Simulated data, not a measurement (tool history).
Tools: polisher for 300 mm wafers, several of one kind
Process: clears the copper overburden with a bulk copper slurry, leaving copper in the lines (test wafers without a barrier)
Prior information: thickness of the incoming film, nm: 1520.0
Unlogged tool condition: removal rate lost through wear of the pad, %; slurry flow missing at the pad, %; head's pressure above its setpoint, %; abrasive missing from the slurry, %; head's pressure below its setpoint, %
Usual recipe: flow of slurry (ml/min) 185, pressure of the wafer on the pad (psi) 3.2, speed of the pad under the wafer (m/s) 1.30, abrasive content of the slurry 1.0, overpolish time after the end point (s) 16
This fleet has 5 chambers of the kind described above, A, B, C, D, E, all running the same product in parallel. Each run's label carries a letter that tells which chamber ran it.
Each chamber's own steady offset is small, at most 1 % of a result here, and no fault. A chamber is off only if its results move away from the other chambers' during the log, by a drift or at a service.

run	day	flow of slurry (ml/min)	pressure of the wafer on the pad (psi)	speed of the pad under the wafer (m/s)	abrasive content of the slurry	overpolish time after the end point (s)	wafers polished on this pad	hours since the slurry nozzle was cleaned	hours since the head pressure was calibrated	hours since the slurry blender was calibrated	time until the end point was called (s)	dishing of a wide line in a test structure (Å)
1B	0.221	185	3.2	1.30	1.0	16	549	272.5	1105.4	103.2	138.50	797.81
# day 0.350: chamber B: head pressure recalibrated
2E	0.467	185	3.2	1.30	1.0	16	207	34.9	458.4	47.2	134.96	807.74
# day 0.504: chamber A: slurry blender recalibrated
3A	0.833	185	3.2	1.30	1.0	16	410	228.1	413.6	8.0	136.32	810.46
4C	1.242	185	3.2	1.30	1.0	16	594	270.2	163.9	147.1	140.48	801.76
5D	1.650	185	3.2	1.30	1.0	16	333	173.4	1112.9	61.1	135.79	795.96
6C	2.038	185	3.2	1.30	1.0	16	676	289.3	183.0	166.2	138.61	779.64
7D	2.329	185	3.2	1.30	1.0	16	403	189.7	1129.2	77.4	135.47	786.73
8B	2.729	185	3.2	1.30	0.8	16	807	332.7	57.2	163.4	145.15	777.81
# day 2.971: chamber E: slurry blender recalibrated
# day 3.025: chamber E: head pressure recalibrated
9A	3.104	185	3.2	1.30	0.8	16	643	282.6	468.1	62.5	139.94	783.59
10E	3.562	185	3.2	1.30	0.8	16	525	109.2	13.0	14.3	142.02	793.36
# day 3.625: chamber B: worn pad replaced by a new one
# day 3.779: chamber D: slurry nozzle cleaned
11E	3.879	185	3.2	1.30	0.8	16	557	116.8	20.6	21.9	138.79	783.53
# day 3.996: chamber C: slurry blender recalibrated
12B	4.154	185	3.2	1.30	0.8	16	54	366.9	91.4	197.6	142.42	790.88
13A	4.425	185	3.8	1.30	1.0	16	779	314.3	499.8	94.2	113.58	880.38
# day 4.688: chamber A: slurry nozzle cleaned
14D	4.725	185	3.8	1.30	1.0	16	649	22.8	1186.7	134.9	116.29	877.34
15C	4.996	185	3.8	1.30	1.0	16	980	360.3	254.0	24.1	114.46	888.33
16E	5.317	185	3.8	1.30	1.0	16	705	151.3	55.1	56.4	111.23	887.24
# day 5.454: chamber D: head pressure recalibrated
17A	5.583	185	3.8	1.30	1.0	16	898	21.6	527.6	122.0	112.45	874.28
# day 5.738: chamber D: worn pad replaced by a new one
# day 5.992: chamber D: slurry blender recalibrated
18C	6.046	185	3.2	1.30	1.0	16	1088	385.5	279.2	49.3	138.76	789.93
# day 6.200: chamber B: slurry nozzle cleaned
19B	6.329	185	3.2	1.30	1.0	16	278	3.1	143.6	249.8	135.10	807.68
20D	6.583	185	3.2	1.48	1.0	16	87	67.4	27.2	14.2	126.80	795.66
21E	6.921	185	3.2	1.48	1.0	16	870	189.8	93.6	94.9	123.14	851.69
22C	7.217	185	3.2	1.48	1.0	16	1208	413.6	307.3	77.4	118.80	844.83
# day 7.250: chamber E: worn pad replaced by a new one
# day 7.250: chamber C: head pressure recalibrated
# day 7.275: chamber B: slurry blender recalibrated
# day 7.608: chamber E: slurry blender recalibrated
23B	7.675	185	3.2	1.48	1.0	16	416	35.4	175.9	9.7	119.74	844.69
24A	8.146	185	3.2	1.48	1.0	16	1161	83.1	589.1	183.5	121.85	846.42
# day 8.296: chamber C: worn pad replaced by a new one
25D	8.442	185	3.2	1.30	1.0	16	278	112.0	71.8	58.8	149.97	769.70
26D	8.912	185	3.2	1.30	1.0	25	326	123.3	83.1	70.1	149.65	908.33
27B	9.133	185	3.2	1.30	1.0	25	566	70.4	210.9	44.7	133.96	962.08
28E	9.617	185	3.2	1.30	1.0	25	243	254.5	158.3	48.2	136.68	969.95
29C	9.829	185	3.2	1.30	1.0	25	157	476.3	62.0	140.1	139.90	947.07
30A	10.054	185	3.2	1.30	1.0	25	1357	128.9	634.9	229.3	138.63	954.05

Next, every chamber runs the same settings. What will each give?
31A	10.408	185	3.2	1.30	1.0	16					?	?
31B	10.408	185	3.2	1.30	1.0	16					?	?
31C	10.408	185	3.2	1.30	1.0	16					?	?
31D	10.408	185	3.2	1.30	1.0	16					?	?
31E	10.408	185	3.2	1.30	1.0	16					?	?

run	time until the end point was called (s)	dishing of a wide line in a test structure (Å)
31A	138.01	796.73
31B	134.31	800.32
31C	133.50	802.38
31D	151.21	743.54
31E	133.80	807.94

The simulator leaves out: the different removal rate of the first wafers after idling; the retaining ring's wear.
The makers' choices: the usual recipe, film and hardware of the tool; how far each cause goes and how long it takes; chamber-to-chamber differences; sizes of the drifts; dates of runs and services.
